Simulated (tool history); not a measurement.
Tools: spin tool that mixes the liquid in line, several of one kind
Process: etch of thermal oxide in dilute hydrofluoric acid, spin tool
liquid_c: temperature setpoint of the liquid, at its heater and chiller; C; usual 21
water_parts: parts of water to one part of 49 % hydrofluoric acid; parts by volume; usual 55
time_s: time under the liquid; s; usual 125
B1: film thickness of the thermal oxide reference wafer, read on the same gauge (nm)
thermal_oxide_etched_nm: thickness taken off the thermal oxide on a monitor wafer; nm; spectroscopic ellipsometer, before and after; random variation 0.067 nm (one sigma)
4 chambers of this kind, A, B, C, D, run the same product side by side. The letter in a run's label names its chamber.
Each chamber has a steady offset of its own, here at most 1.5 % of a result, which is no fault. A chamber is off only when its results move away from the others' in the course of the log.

run 1D hour=3.7 | liquid_c=21 water_parts=55 time_s=125 | B1=40 | thermal_oxide_etched_nm=10.63
run 2C hour=9.1 | liquid_c=21 water_parts=55 time_s=125 | B1=40.027 | thermal_oxide_etched_nm=10.628
run 3B hour=12.4 | liquid_c=21 water_parts=55 time_s=125 | B1=39.921 | thermal_oxide_etched_nm=10.796
run 4A hour=17.2 | liquid_c=21 water_parts=55 time_s=125 | B1=39.966 | thermal_oxide_etched_nm=10.679
run 5C hour=21.9 | liquid_c=21 water_parts=65 time_s=70 | B1=39.983 | thermal_oxide_etched_nm=4.955
run 6A hour=24.6 | liquid_c=21 water_parts=65 time_s=70 | B1=40.022 | thermal_oxide_etched_nm=4.9983
run 7B hour=29.5 | liquid_c=21 water_parts=65 time_s=70 | B1=40.009 | thermal_oxide_etched_nm=5.077
run 8D hour=32.5 | liquid_c=21 water_parts=65 time_s=70 | B1=39.971 | thermal_oxide_etched_nm=5.0583
run 9A hour=37.7 | liquid_c=19.5 water_parts=55 time_s=100 | B1=39.969 | thermal_oxide_etched_nm=7.9763
run 10C hour=43.1 | liquid_c=19.5 water_parts=55 time_s=100 | B1=39.968 | thermal_oxide_etched_nm=7.9525
run 11D hour=48.4 | liquid_c=19.5 water_parts=55 time_s=100 | B1=39.982 | thermal_oxide_etched_nm=7.9954
run 12B hour=53.8 | liquid_c=19.5 water_parts=55 time_s=100 | B1=40.027 | thermal_oxide_etched_nm=8.1669
run 13C hour=59.3 | liquid_c=21 water_parts=55 time_s=125 | B1=39.968 | thermal_oxide_etched_nm=10.532
run 14A hour=63.7 | liquid_c=21 water_parts=55 time_s=125 | B1=40.007 | thermal_oxide_etched_nm=10.591
run 15D hour=68.5 | liquid_c=21 water_parts=55 time_s=125 | B1=40.013 | thermal_oxide_etched_nm=10.785
run 16B hour=71.7 | liquid_c=24.5 water_parts=55 time_s=75 | B1=39.98 | thermal_oxide_etched_nm=7.6962
run 17C hour=76.5 | liquid_c=24.5 water_parts=55 time_s=75 | B1=39.937 | thermal_oxide_etched_nm=7.355
run 18A hour=80.7 | liquid_c=24.5 water_parts=55 time_s=75 | B1=39.954 | thermal_oxide_etched_nm=7.4094
run 19B hour=85.3 | liquid_c=24.5 water_parts=55 time_s=75 | B1=39.949 | thermal_oxide_etched_nm=7.8767
run 20D hour=88.2 | liquid_c=21 water_parts=55 time_s=125 | B1=40.026 | thermal_oxide_etched_nm=10.874
run 21D hour=92.5 | liquid_c=21 water_parts=55 time_s=125 | B1=40.008 | thermal_oxide_etched_nm=10.788
run 22B hour=96.7 | liquid_c=21 water_parts=55 time_s=125 | B1=39.979 | thermal_oxide_etched_nm=11.582
run 23C hour=100.1 | liquid_c=21 water_parts=55 time_s=125 | B1=39.969 | thermal_oxide_etched_nm=10.634
run 24A hour=104.8 | liquid_c=21 water_parts=55 time_s=125 | B1=39.999 | thermal_oxide_etched_nm=10.7
run 25A hour=109.6 | liquid_c=21 water_parts=55 time_s=125 | B1=40 | thermal_oxide_etched_nm=10.673

What goes on in this fleet: one chamber off, a drifting gauge, or nothing beyond the chambers' own small offsets? Name the chamber and the cause, if any.

Chamber B drifts away from the others.
Cause: liquid hotter than its thermometer reads (K) = 2.01.
The log may not tell that from: hydrofluoric acid flow above the setpoint (%).

Here are 4 candidates for chamber B's next run, each the usual settings with a change, their results left as question marks. Which one brings its results back in line with what the others give on the usual settings?
In line means no further than this from the other chambers' mean on the usual settings: thermal_oxide_etched_nm 0.24 nm
run 26B-1 hour=113.6 | liquid_c=19.5 water_parts=55 time_s=125 | thermal_oxide_etched_nm=?
run 26B-2 hour=113.6 | liquid_c=21 water_parts=60 time_s=125 | thermal_oxide_etched_nm=?
run 26B-3 hour=113.6 | liquid_c=22.5 water_parts=55 time_s=125 | thermal_oxide_etched_nm=?
run 26B-4 hour=113.6 | liquid_c=21 water_parts=50 time_s=125 | thermal_oxide_etched_nm=?

The other chambers' mean on the usual settings: thermal_oxide_etched_nm 10.67 nm
run=26B-1 thermal_oxide_etched_nm=11.032
run=26B-2 thermal_oxide_etched_nm=10.695
run=26B-3 thermal_oxide_etched_nm=12.483
run=26B-4 thermal_oxide_etched_nm=12.99
26B-2 brings the chamber back in line.

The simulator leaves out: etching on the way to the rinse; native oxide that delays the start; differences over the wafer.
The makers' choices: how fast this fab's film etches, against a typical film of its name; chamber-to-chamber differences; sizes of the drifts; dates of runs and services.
